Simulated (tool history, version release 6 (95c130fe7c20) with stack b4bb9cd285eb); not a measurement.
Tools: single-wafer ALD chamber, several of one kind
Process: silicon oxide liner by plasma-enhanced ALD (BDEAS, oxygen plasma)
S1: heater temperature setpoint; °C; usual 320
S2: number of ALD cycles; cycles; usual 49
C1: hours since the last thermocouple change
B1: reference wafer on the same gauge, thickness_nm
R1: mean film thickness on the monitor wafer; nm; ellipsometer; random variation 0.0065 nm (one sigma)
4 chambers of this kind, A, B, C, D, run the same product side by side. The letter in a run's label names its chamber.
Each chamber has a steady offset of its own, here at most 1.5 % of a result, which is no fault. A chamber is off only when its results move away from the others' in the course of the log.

run,hour,S1,S2,C1,B1,R1
1C,3.8,320,49,788.9,4.7324,4.3902
2A,6.7,320,49,450.9,4.7318,4.4775
3D,10.3,320,49,366.1,4.7324,4.4340
4B,13.9,320,49,1208.0,4.7318,4.4985
5D,17.1,327,54,372.9,4.7358,4.8331
6B,20.6,327,54,1214.7,4.7376,4.9058
7A,25.3,327,54,469.5,4.7374,4.8881
8C,28.9,327,54,814.0,4.7396,4.7881
9D,33.2,320,49,389.0,4.7404,4.4420
10C,36.5,320,49,821.6,4.7428,4.3956
11B,38.5,320,49,1232.6,4.7407,4.5085
12A,41.0,320,49,485.2,4.7424,4.5032
13B,44.3,320,49,1238.4,4.7431,4.5017
14D,46.6,320,49,402.4,4.7450,4.4392
15A,51.2,320,49,495.4,4.7460,4.4937
16C,55.9,320,49,841.0,4.7470,4.3987
17D,59.2,320,49,415.0,4.7471,4.4381
18B,61.8,320,49,1255.9,4.7503,4.4980
19C,66.0,320,49,851.1,4.7527,4.3989
20A,70.2,320,49,514.4,4.7519,4.5054
21A,73.9,320,49,518.1,4.7538,4.4901
22C,77.3,320,49,862.4,4.7557,4.4107
23D,81.5,320,49,437.3,4.7557,4.4479
24B,83.8,320,49,1277.9,4.7569,4.5254
25C,87.5,320,49,872.6,4.7571,4.3960

Next, every chamber runs the same settings. What will each give?
26A,90.9,312,49,,,?
26B,90.9,312,49,,,?
26C,90.9,312,49,,,?
26D,90.9,312,49,,,?

run,R1
26A,4.5633
26B,4.5731
26C,4.4577
26D,4.5009
